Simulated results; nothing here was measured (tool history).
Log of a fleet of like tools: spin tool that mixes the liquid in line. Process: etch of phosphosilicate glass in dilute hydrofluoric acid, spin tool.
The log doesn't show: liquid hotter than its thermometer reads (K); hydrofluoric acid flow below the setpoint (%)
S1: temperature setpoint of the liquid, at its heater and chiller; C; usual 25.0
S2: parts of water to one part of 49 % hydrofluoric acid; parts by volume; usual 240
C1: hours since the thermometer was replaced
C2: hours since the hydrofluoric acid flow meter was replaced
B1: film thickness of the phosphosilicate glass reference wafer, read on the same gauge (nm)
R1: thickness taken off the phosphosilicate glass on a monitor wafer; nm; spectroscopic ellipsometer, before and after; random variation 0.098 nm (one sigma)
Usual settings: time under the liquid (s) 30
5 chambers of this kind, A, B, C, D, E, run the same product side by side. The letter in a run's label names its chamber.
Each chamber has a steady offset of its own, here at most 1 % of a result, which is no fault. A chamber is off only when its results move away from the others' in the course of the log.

run 1E day=0.296 | S1=25.0 S2=240 time_under_the_liquid_(s)=30 | C1=1898.2 C2=1301.2 | B1=69.994 | R1=11.2370
run 2D day=0.633 | S1=25.0 S2=240 time_under_the_liquid_(s)=30 | C1=1074.0 C2=1688.1 | B1=69.993 | R1=11.1990
run 3A day=1.021 | S1=25.0 S2=240 time_under_the_liquid_(s)=30 | C1=1792.6 C2=1524.0 | B1=69.970 | R1=11.1320
run 4B day=1.308 | S1=25.0 S2=240 time_under_the_liquid_(s)=30 | C1=2166.6 C2=987.5 | B1=70.009 | R1=11.2230
run 5C day=1.838 | S1=20.0 S2=240 time_under_the_liquid_(s)=50 | C1=1863.6 C2=788.5 | B1=70.006 | R1=15.5930
run 6C day=2.188 | S1=20.0 S2=240 time_under_the_liquid_(s)=50 | C1=1872.0 C2=796.9 | B1=69.994 | R1=15.5820
run 7E day=2.608 | S1=20.0 S2=240 time_under_the_liquid_(s)=50 | C1=1953.7 C2=1356.7 | B1=70.001 | R1=15.4030
run 8B day=3.000 | S1=20.0 S2=240 time_under_the_liquid_(s)=50 | C1=2207.2 C2=1028.1 | B1=69.995 | R1=15.5510
run 9D day=3.367 | S1=20.0 S2=240 time_under_the_liquid_(s)=50 | C1=1139.6 C2=1753.7 | B1=70.008 | R1=15.5480
run 10A day=3.867 | S1=25.0 S2=240 time_under_the_liquid_(s)=30 | C1=1860.9 C2=1592.3 | B1=70.003 | R1=11.1020
run 11B day=4.388 | S1=25.0 S2=240 time_under_the_liquid_(s)=30 | C1=2240.5 C2=1061.4 | B1=69.985 | R1=11.2210
run 12E day=4.792 | S1=25.0 S2=240 time_under_the_liquid_(s)=30 | C1=2006.1 C2=1409.1 | B1=70.008 | R1=11.2410
run 13A day=5.121 | S1=25.0 S2=240 time_under_the_liquid_(s)=40 | C1=1891.0 C2=1622.4 | B1=69.994 | R1=14.7200
run 14C day=5.354 | S1=25.0 S2=240 time_under_the_liquid_(s)=40 | C1=1948.0 C2=872.9 | B1=69.990 | R1=14.8170
run 15D day=5.617 | S1=25.0 S2=240 time_under_the_liquid_(s)=40 | C1=1193.6 C2=1807.7 | B1=69.997 | R1=15.0260
run 16A day=5.862 | S1=25.0 S2=240 time_under_the_liquid_(s)=40 | C1=1908.8 C2=1640.2 | B1=70.016 | R1=14.7420
run 17E day=6.125 | S1=25.0 S2=240 time_under_the_liquid_(s)=40 | C1=2038.1 C2=1441.1 | B1=69.980 | R1=14.9320
run 18C day=6.529 | S1=27.0 S2=240 time_under_the_liquid_(s)=40 | C1=1976.2 C2=901.1 | B1=69.989 | R1=16.0290
run 19B day=6.867 | S1=27.0 S2=240 time_under_the_liquid_(s)=40 | C1=2300.0 C2=1120.9 | B1=70.024 | R1=16.2360
-- day=7.179 chamber C: thermometer replaced
run 20D day=7.212 | S1=27.0 S2=240 time_under_the_liquid_(s)=40 | C1=1231.9 C2=1846.0 | B1=70.018 | R1=16.1700
run 21C day=7.754 | S1=27.0 S2=240 time_under_the_liquid_(s)=40 | C1=13.9 C2=930.5 | B1=69.977 | R1=15.8400
run 22D day=8.092 | S1=27.0 S2=240 time_under_the_liquid_(s)=40 | C1=1253.0 C2=1867.1 | B1=70.008 | R1=16.0500
run 23E day=8.442 | S1=25.0 S2=240 time_under_the_liquid_(s)=30 | C1=2093.7 C2=1496.7 | B1=69.998 | R1=11.0430
run 24B day=8.883 | S1=25.0 S2=300 time_under_the_liquid_(s)=20 | C1=2348.4 C2=1169.3 | B1=69.991 | R1=5.7233
run 25A day=9.338 | S1=25.0 S2=300 time_under_the_liquid_(s)=20 | C1=1992.2 C2=1723.6 | B1=70.001 | R1=5.6594
run 26D day=9.746 | S1=25.0 S2=300 time_under_the_liquid_(s)=20 | C1=1292.7 C2=1906.8 | B1=69.984 | R1=5.5991
run 27E day=10.108 | S1=25.0 S2=300 time_under_the_liquid_(s)=20 | C1=2133.7 C2=1536.7 | B1=69.993 | R1=5.4863
run 28A day=10.621 | S1=25.0 S2=300 time_under_the_liquid_(s)=20 | C1=2023.0 C2=1754.4 | B1=69.989 | R1=5.5794
run 29C day=10.933 | S1=25.0 S2=175 time_under_the_liquid_(s)=30 | C1=90.2 C2=1006.8 | B1=69.987 | R1=16.3900
-- day=10.979 chamber E: hydrofluoric acid flow meter replaced
run 30B day=11.196 | S1=25.0 S2=175 time_under_the_liquid_(s)=30 | C1=2403.9 C2=1224.8 | B1=69.992 | R1=16.6080
run 31D day=11.696 | S1=25.0 S2=175 time_under_the_liquid_(s)=30 | C1=1339.5 C2=1953.6 | B1=69.974 | R1=16.5080
run 32C day=12.038 | S1=25.0 S2=175 time_under_the_liquid_(s)=30 | C1=116.7 C2=1033.3 | B1=69.981 | R1=16.5500
run 33B day=12.500 | S1=25.0 S2=175 time_under_the_liquid_(s)=30 | C1=2435.2 C2=1256.1 | B1=70.013 | R1=16.5280
run 34A day=12.792 | S1=25.0 S2=240 time_under_the_liquid_(s)=30 | C1=2075.1 C2=1806.5 | B1=69.981 | R1=11.2430
run 35E day=13.092 | S1=25.0 S2=240 time_under_the_liquid_(s)=30 | C1=2205.3 C2=50.7 | B1=70.010 | R1=11.4280
run 36C day=13.508 | S1=25.0 S2=240 time_under_the_liquid_(s)=30 | C1=152.0 C2=1068.6 | B1=70.011 | R1=11.2540
-- day=13.667 chamber A: thermometer replaced
run 37E day=13.938 | S1=25.0 S2=240 time_under_the_liquid_(s)=30 | C1=2225.6 C2=71.0 | B1=69.982 | R1=11.2330
-- day=14.388 chamber E: thermometer replaced
run 38B day=14.429 | S1=25.0 S2=240 time_under_the_liquid_(s)=30 | C1=2481.5 C2=1302.4 | B1=70.026 | R1=11.2860
run 39A day=14.750 | S1=25.0 S2=240 time_under_the_liquid_(s)=30 | C1=26.1 C2=1853.5 | B1=69.956 | R1=11.1260
run 40D day=15.050 | S1=25.0 S2=240 time_under_the_liquid_(s)=30 | C1=1420.0 C2=2034.1 | B1=69.984 | R1=11.2140
run 41C day=15.421 | S1=25.0 S2=240 time_under_the_liquid_(s)=30 | C1=197.9 C2=1114.5 | B1=70.017 | R1=11.1640
run 42E day=15.892 | S1=25.0 S2=240 time_under_the_liquid_(s)=30 | C1=36.1 C2=117.9 | B1=70.002 | R1=11.2460
run 43D day=16.258 | S1=25.0 S2=240 time_under_the_liquid_(s)=30 | C1=1449.0 C2=2063.1 | B1=69.997 | R1=11.3170
run 44B day=16.633 | S1=25.0 S2=240 time_under_the_liquid_(s)=30 | C1=2534.4 C2=1355.3 | B1=69.966 | R1=11.3230

Is one chamber off against the others, does the gauge drift, or is nothing wrong? If a chamber is off, say which, and what the likeliest cause is.

No chamber stands off beyond its own small offset, and the gauge holds steady.
